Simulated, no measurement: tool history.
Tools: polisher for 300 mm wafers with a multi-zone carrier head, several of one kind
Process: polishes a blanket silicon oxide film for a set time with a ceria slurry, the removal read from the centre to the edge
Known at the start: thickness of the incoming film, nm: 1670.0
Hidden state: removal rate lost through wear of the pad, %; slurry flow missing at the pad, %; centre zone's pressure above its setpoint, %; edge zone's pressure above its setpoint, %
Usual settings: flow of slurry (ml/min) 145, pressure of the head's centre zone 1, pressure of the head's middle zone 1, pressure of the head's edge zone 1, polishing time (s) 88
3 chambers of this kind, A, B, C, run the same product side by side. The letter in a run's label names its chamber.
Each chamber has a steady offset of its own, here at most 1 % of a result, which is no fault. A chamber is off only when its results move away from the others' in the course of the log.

| run | hour | flow of slurry (ml/min) | pressure of the head's centre zone | pressure of the head's middle zone | pressure of the head's edge zone | polishing time (s) | wafers polished on this pad | hours since the slurry nozzle was cleaned | hours since the centre zone pressure was calibrated | hours since the edge zone pressure was calibrated | film removed at the wafer's centre (nm) | film removed at mid-radius (nm) | film removed at the wafer's edge (nm) |
|---|---|---|---|---|---|---|---|---|---|---|---|---|---|
|  | 4.9 | chamber B: edge zone pressure recalibrated |
| 1A | 11.8 | 145 | 1 | 1 | 1 | 88 | 683 | 454.3 | 193.4 | 863 | 207.47 | 203.8 | 202.62 |
|  | 13.8 | chamber C: worn pad replaced by a new one |
| 2C | 26.4 | 145 | 1 | 1 | 1 | 88 | 84 | 195.3 | 461.1 | 60.1 | 207.95 | 207.98 | 208.43 |
| 3B | 34.5 | 145 | 1 | 1 | 1 | 88 | 411 | 292 | 116.6 | 29.6 | 208.46 | 206.9 | 203.82 |
| 4A | 45.9 | 145 | 1 | 1 | 1 | 88 | 910 | 488.4 | 227.5 | 897.1 | 208 | 204.58 | 207.78 |
| 5C | 59 | 185 | 1 | 0.89 | 1 | 88 | 300 | 227.9 | 493.7 | 92.7 | 216.42 | 192.92 | 215.56 |
| 6B | 73.7 | 185 | 1 | 0.89 | 1 | 88 | 671 | 331.2 | 155.8 | 68.8 | 217.08 | 192.88 | 211.09 |
| 7B | 81.3 | 185 | 1 | 0.89 | 1 | 88 | 722 | 338.8 | 163.4 | 76.4 | 213.26 | 193.13 | 215.47 |
|  | 84.1 | chamber B: worn pad replaced by a new one |
|  | 87.9 | chamber C: slurry nozzle cleaned |
| 8C | 90.1 | 145 | 1 | 1 | 1 | 88 | 507 | 2.2 | 524.8 | 123.8 | 205.94 | 209.62 | 208.79 |
| 9A | 104.7 | 145 | 1 | 1 | 1 | 88 | 1300 | 547.2 | 286.3 | 955.9 | 204.23 | 205.66 | 206.66 |
|  | 113.7 | chamber C: centre zone pressure recalibrated |
|  | 115 | chamber A: worn pad replaced by a new one |
| 10A | 120.1 | 145 | 1 | 1 | 1.09 | 88 | 34 | 562.6 | 301.7 | 971.3 | 204.36 | 205.52 | 215.44 |
|  | 121.2 | chamber A: centre zone pressure recalibrated |
|  | 125.8 | chamber C: worn pad replaced by a new one |
| 11B | 136 | 145 | 1 | 1 | 1.09 | 88 | 344 | 393.5 | 218.1 | 131.1 | 205.4 | 205.13 | 207.7 |
| 12C | 144.3 | 145 | 1 | 1 | 1.09 | 88 | 123 | 56.4 | 30.6 | 178 | 230.66 | 205.96 | 218.73 |
| 13C | 158.4 | 145 | 1 | 1 | 1 | 88 | 216 | 70.5 | 44.7 | 192.1 | 224.27 | 207.63 | 208.02 |
| 14B | 172.9 | 145 | 1 | 0.91 | 0.88 | 88 | 589 | 430.4 | 255 | 168 | 205.61 | 189.68 | 191.11 |
| 15A | 184.9 | 145 | 1 | 0.91 | 0.88 | 88 | 464 | 627.4 | 63.7 | 1036.1 | 209.96 | 185.94 | 192.82 |
| 16B | 192.2 | 145 | 1 | 0.91 | 0.88 | 88 | 717 | 449.7 | 274.3 | 187.3 | 207.95 | 188.57 | 193.47 |
| 17A | 208 | 145 | 1 | 1 | 1 | 88 | 617 | 650.5 | 86.8 | 1059.2 | 203.52 | 203.28 | 206.19 |
| 18C | 217.3 | 145 | 1 | 1 | 1 | 88 | 607 | 129.4 | 103.6 | 251 | 228.82 | 209.95 | 202.26 |
|  | 218.1 | chamber B: worn pad replaced by a new one |
|  | 223.6 | chamber C: worn pad replaced by a new one |
| 19A | 233 | 145 | 1 | 1 | 1 | 88 | 783 | 675.5 | 111.8 | 1084.2 | 206.51 | 205.01 | 203.51 |
| 20C | 243.6 | 145 | 1 | 1.09 | 1 | 88 | 133 | 155.7 | 129.9 | 277.3 | 232.27 | 221.15 | 208.79 |
| 21B | 253.4 | 145 | 1 | 1.09 | 1 | 88 | 234 | 510.9 | 335.5 | 248.5 | 201.9 | 221.4 | 201.79 |
| 22A | 268.5 | 145 | 1 | 1.09 | 1 | 88 | 1019 | 711 | 147.3 | 1119.7 | 210.65 | 220.06 | 209.35 |
| 23B | 275.5 | 145 | 1 | 1 | 1 | 88 | 381 | 533 | 357.6 | 270.6 | 204.56 | 202.31 | 203.23 |
| 24C | 282.7 | 145 | 1 | 1 | 1 | 88 | 392 | 194.8 | 169 | 316.4 | 231.09 | 208.12 | 209.42 |
| 25A | 294.9 | 145 | 1 | 1 | 1 | 88 | 1194 | 737.4 | 173.7 | 1146.1 | 208.65 | 201.52 | 204.22 |

Is one chamber off against the others, does the gauge drift, or is nothing wrong? If a chamber is off, say which, and what the likeliest cause is.

A service left chamber C off against the others.
Cause: centre zone's pressure above its setpoint, % = 10.1.

Here are 4 candidates for chamber C's next run, each the usual settings with a change, their results left as question marks. Which one brings its results back in line with what the others give on the usual settings?
In line means no further than this from the other chambers' mean on the usual settings: film removed at the wafer's centre (nm) 7.9; film removed at mid-radius (nm) 5.2; film removed at the wafer's edge (nm) 11
| 26C-1 | 306.5 | 150 | 1.08 | 0.99 | 0.97 | 89 |  |  |  |  | ? | ? | ? |
| 26C-2 | 306.5 | 145 | 0.97 | 1 | 1.01 | 87 |  |  |  |  | ? | ? | ? |
| 26C-3 | 306.5 | 140 | 0.92 | 1.01 | 1.03 | 87 |  |  |  |  | ? | ? | ? |
| 26C-4 | 306.5 | 145 | 1.03 | 1 | 0.99 | 89 |  |  |  |  | ? | ? | ? |

The other chambers' mean on the usual settings: film removed at the wafer's centre (nm) 205.12; film removed at mid-radius (nm) 204.58; film removed at the wafer's edge (nm) 204.97
| run | film removed at the wafer's centre (nm) | film removed at mid-radius (nm) | film removed at the wafer's edge (nm) |
|---|---|---|---|
| 26C-1 | 253.48 | 209.26 | 207.64 |
| 26C-2 | 218.55 | 205.22 | 206.32 |
| 26C-3 | 204.45 | 205.69 | 207.4 |
| 26C-4 | 238.86 | 209.86 | 208.85 |
26C-3 brings the chamber back in line.

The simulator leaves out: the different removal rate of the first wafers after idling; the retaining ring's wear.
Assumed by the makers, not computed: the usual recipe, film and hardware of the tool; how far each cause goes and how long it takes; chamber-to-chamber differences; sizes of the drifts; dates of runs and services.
